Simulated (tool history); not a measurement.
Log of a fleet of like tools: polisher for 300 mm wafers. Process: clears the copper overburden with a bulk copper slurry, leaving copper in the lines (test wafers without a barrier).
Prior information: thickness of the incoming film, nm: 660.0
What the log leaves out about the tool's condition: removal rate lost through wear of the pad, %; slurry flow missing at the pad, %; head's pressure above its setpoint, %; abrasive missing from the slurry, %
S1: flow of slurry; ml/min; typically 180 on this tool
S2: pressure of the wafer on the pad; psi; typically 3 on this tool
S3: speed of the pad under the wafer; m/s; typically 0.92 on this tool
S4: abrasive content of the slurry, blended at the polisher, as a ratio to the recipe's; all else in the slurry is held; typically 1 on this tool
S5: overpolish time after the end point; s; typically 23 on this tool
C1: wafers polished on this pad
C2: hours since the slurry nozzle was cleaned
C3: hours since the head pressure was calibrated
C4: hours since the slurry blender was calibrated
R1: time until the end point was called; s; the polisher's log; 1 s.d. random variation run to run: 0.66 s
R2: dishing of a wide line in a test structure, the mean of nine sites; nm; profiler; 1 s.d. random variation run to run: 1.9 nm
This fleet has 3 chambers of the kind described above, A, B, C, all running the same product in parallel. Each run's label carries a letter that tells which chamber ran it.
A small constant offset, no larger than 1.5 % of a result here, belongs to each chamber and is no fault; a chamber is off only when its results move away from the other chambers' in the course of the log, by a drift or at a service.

run	day	S1	S2	S3	S4	S5	C1	C2	C3	C4	R1	R2
1C	0.162	180	3	0.92	1	23	436	223.9	48.9	285.1	70.472	79.187
2B	0.379	180	3	0.92	1	23	599	371.6	263.1	104.1	70.819	80.210
3A	0.546	180	3	0.92	1	23	168	250.3	468.9	162.2	70.438	79.853
4C	0.829	180	3	0.92	1	23	530	239.9	64.9	301.1	71.743	83.786
# day 0.958: chamber C: slurry blender recalibrated
5A	1.092	180	3	0.92	1	23	245	263.4	482.0	175.3	70.666	80.445
6B	1.325	180	3	0.92	1	23	732	394.3	285.8	126.8	71.565	86.074
7C	1.588	240	3	0.78	1	23	636	258.1	83.1	15.2	81.461	75.230
8A	1.721	240	3	0.78	1	23	333	278.5	497.1	190.4	81.298	76.613
# day 1.817: chamber A: head pressure recalibrated
9B	1.983	240	3	0.78	1	23	824	410.1	301.6	142.6	81.829	74.319
10A	2.138	180	3	0.92	1	23	392	288.5	7.7	200.4	72.216	82.599
11B	2.442	180	3	0.92	1	23	889	421.1	312.6	153.6	70.008	82.959
12C	2.708	180	3	0.92	1	23	794	285.0	110.0	42.1	72.892	78.384
13C	2.888	180	3	0.92	1	23	819	289.3	114.3	46.4	72.164	82.418
14A	3.046	180	3	0.92	1	23	520	310.3	29.5	222.2	72.597	82.599
# day 3.092: chamber A: slurry blender recalibrated
15B	3.188	180	3	0.92	1	23	993	439.0	330.5	171.5	70.974	86.039
16A	3.417	180	3	0.92	1	23	572	319.2	38.4	7.8	69.793	76.364
17C	3.571	180	3	0.92	1	23	915	305.7	130.7	62.8	74.300	78.493
18B	3.838	180	3	0.92	1	23	1085	454.6	346.1	187.1	71.369	81.138
19B	3.988	180	3	0.92	1	23	1106	458.2	349.7	190.7	68.971	84.440
20A	4.167	180	3	0.92	1	23	677	337.2	56.4	25.8	70.904	84.395
21C	4.329	180	3	0.92	1	23	1022	323.9	148.9	81.0	76.433	78.644
22B	4.583	180	3	0.92	1	23	1190	472.5	364.0	205.0	70.996	83.319
23A	4.871	180	3	0.92	1	23	776	354.1	73.3	42.7	71.933	85.697
24C	5.112	180	3	0.70	1	23	1132	342.7	167.7	99.8	99.153	70.832
25A	5.412	180	3	0.70	1	23	852	367.1	86.3	55.7	94.581	71.694

Does one chamber stand apart from the rest, does the shared gauge drift, or is all well apart from small per-chamber offsets? Give the chamber and the most likely cause, where there is one.

Little by little, chamber C moves away from the other chambers.
What lies behind it: removal rate lost through wear of the pad, % = 6.55.
It could be hard to tell apart here from: slurry flow missing at the pad, %; head's pressure below its setpoint, %; abrasive missing from the slurry, %.

Below are 4 candidate recipes for chamber C's next run, each the usual settings with a change, their results shown as question marks. Which of them brings C's results back in line with what the other chambers give on the usual settings?
Counts as in line when no further than this from what the other chambers average on the usual settings: R1 2.300 s; R2 6.700 nm
26C-1	5.633	180	2.9	0.88	1	23					?	?
26C-2	5.633	180	3.0	0.94	1	23					?	?
26C-3	5.633	180	3.1	0.96	1	23					?	?
26C-4	5.633	180	3.0	0.90	1	23					?	?

On the usual settings, the other chambers give on average: R1 71.127 s; R2 82.170 nm
run	R1	R2
26C-1	82.915	77.268
26C-2	75.084	81.010
26C-3	71.155	83.203
26C-4	78.380	79.595
26C-3 is the one that brings the chamber's results back in line with the other chambers.

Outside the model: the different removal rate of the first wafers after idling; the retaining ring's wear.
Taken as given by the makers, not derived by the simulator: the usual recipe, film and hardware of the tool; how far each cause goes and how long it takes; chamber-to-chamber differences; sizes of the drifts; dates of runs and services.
